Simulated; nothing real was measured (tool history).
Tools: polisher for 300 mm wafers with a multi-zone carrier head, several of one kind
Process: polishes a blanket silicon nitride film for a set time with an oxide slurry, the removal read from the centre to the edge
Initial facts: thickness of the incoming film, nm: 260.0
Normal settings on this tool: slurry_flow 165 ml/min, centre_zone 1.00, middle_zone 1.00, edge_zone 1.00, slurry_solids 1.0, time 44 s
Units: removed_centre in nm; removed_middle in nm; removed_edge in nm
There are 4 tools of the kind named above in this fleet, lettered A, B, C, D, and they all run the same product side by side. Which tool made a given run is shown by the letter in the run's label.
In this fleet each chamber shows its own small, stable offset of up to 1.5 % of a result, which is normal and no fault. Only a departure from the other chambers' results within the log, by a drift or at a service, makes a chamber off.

run	day	slurry_flow	centre_zone	middle_zone	edge_zone	slurry_solids	time	removed_centre	removed_middle	removed_edge
# day 0.288: chamber C: worn pad replaced by a new one
1A	0.362	165	1.00	1.00	1.00	1.0	44	38.059	39.257	38.681
2B	0.583	165	1.00	1.00	1.00	1.0	44	38.638	38.796	38.294
3D	0.850	165	1.00	1.00	1.00	1.0	44	39.009	38.480	39.608
# day 1.233: chamber B: worn pad replaced by a new one
4C	1.329	165	1.00	1.00	1.00	1.0	44	39.153	38.530	38.750
5C	1.675	165	1.00	1.00	1.00	1.0	44	38.737	38.872	38.665
# day 1.688: chamber A: worn pad replaced by a new one
6D	2.050	165	1.00	1.00	1.00	1.0	44	37.685	38.528	38.682
# day 2.292: chamber B: slurry nozzle cleaned
7A	2.438	165	1.00	1.00	1.00	1.0	44	38.482	39.242	38.685
8B	2.854	165	1.00	1.00	1.00	1.0	44	38.722	38.502	39.085
9A	3.192	165	1.00	1.00	1.00	1.0	44	38.722	38.013	39.561
10C	3.608	165	1.00	1.00	1.00	1.0	44	37.850	39.039	39.382
11B	3.867	165	1.00	1.00	1.00	1.0	44	38.752	38.768	38.302
# day 4.275: chamber C: worn pad replaced by a new one
12D	4.275	165	1.00	1.00	0.95	0.8	44	33.934	34.526	34.131
# day 4.450: chamber D: worn pad replaced by a new one
13C	4.483	165	1.00	1.00	0.95	0.8	44	35.328	34.649	33.078
# day 4.688: chamber B: worn pad replaced by a new one
# day 4.788: chamber A: worn pad replaced by a new one
14B	4.879	165	1.00	1.00	0.95	0.8	44	36.201	34.262	34.208
15D	5.317	165	1.00	1.00	0.95	0.8	44	35.098	34.638	33.843
16A	5.679	165	1.00	1.00	1.00	1.0	44	38.305	38.804	39.572
17D	5.900	165	1.00	1.00	1.00	1.0	44	38.067	38.469	39.707
18C	6.142	165	1.00	1.00	1.00	1.0	44	38.461	38.989	39.216
19B	6.588	165	1.00	1.00	1.00	1.0	44	38.133	38.740	38.306
20A	6.883	165	1.00	1.00	1.00	1.0	44	37.295	38.612	39.067
21A	7.217	165	1.00	1.00	1.00	1.0	44	38.303	38.603	39.194
# day 7.442: chamber A: centre zone pressure recalibrated
# day 7.562: chamber A: worn pad replaced by a new one
22B	7.621	165	1.00	1.00	1.00	1.0	44	39.918	38.856	38.512
# day 7.717: chamber B: worn pad replaced by a new one
23D	7.929	165	1.00	1.00	1.00	1.0	44	38.576	38.615	39.444
# day 8.171: chamber C: centre zone pressure recalibrated
24C	8.179	165	1.00	1.00	1.00	1.0	44	38.112	38.009	38.627
# day 8.575: chamber C: worn pad replaced by a new one
25B	8.621	165	1.00	1.00	1.00	1.0	44	37.934	38.508	37.607
# day 8.746: chamber A: slurry nozzle cleaned
26A	8.983	165	1.00	1.00	1.00	1.0	44	37.840	38.865	38.139
27C	9.250	165	1.00	0.93	1.00	1.0	49	42.280	39.994	41.994
28D	9.633	165	1.00	0.93	1.00	1.0	49	42.610	39.919	43.608
29B	10.042	165	1.00	0.93	1.00	1.0	49	44.464	40.729	43.562
30D	10.454	165	1.00	0.93	1.00	1.0	49	42.994	40.543	42.842
# day 10.525: chamber A: worn pad replaced by a new one
31C	10.775	165	1.00	1.00	1.00	1.0	44	37.325	37.373	38.775
# day 10.804: chamber B: worn pad replaced by a new one
32A	11.029	165	1.00	1.00	1.00	1.0	44	38.065	38.512	38.315
# day 11.258: chamber D: worn pad replaced by a new one
# day 11.321: chamber D: edge zone pressure recalibrated
33D	11.342	165	1.00	1.00	1.00	1.0	44	38.402	38.618	38.633
34A	11.750	165	1.00	1.00	1.00	1.0	44	37.911	38.844	38.335
35B	12.171	165	1.00	1.00	1.00	1.0	44	38.522	38.785	38.149
# day 12.512: chamber B: slurry nozzle cleaned
36C	12.554	165	1.00	1.00	1.00	1.0	44	36.343	36.888	37.649
# day 12.750: chamber C: worn pad replaced by a new one
37B	13.021	165	1.00	1.00	1.00	1.0	44	39.030	38.717	38.116
38D	13.488	165	1.00	1.00	1.00	1.0	44	38.621	38.886	39.272
# day 13.533: chamber A: worn pad replaced by a new one
39C	13.783	165	1.00	1.00	1.00	1.0	44	36.911	36.921	37.832
40A	14.258	165	1.05	1.00	1.09	1.0	44	39.691	38.648	40.563

All chambers now run identical settings, listed one chamber a line with results as question marks. What results will each chamber show?
41A	14.600	165	1.00	1.00	1.00	1.0	44	?	?	?
41B	14.600	165	1.00	1.00	1.00	1.0	44	?	?	?
41C	14.600	165	1.00	1.00	1.00	1.0	44	?	?	?
41D	14.600	165	1.00	1.00	1.00	1.0	44	?	?	?

run	removed_centre	removed_middle	removed_edge
41A	38.248	38.090	39.157
41B	38.038	38.959	37.879
41C	35.799	36.867	36.774
41D	38.533	38.649	38.552

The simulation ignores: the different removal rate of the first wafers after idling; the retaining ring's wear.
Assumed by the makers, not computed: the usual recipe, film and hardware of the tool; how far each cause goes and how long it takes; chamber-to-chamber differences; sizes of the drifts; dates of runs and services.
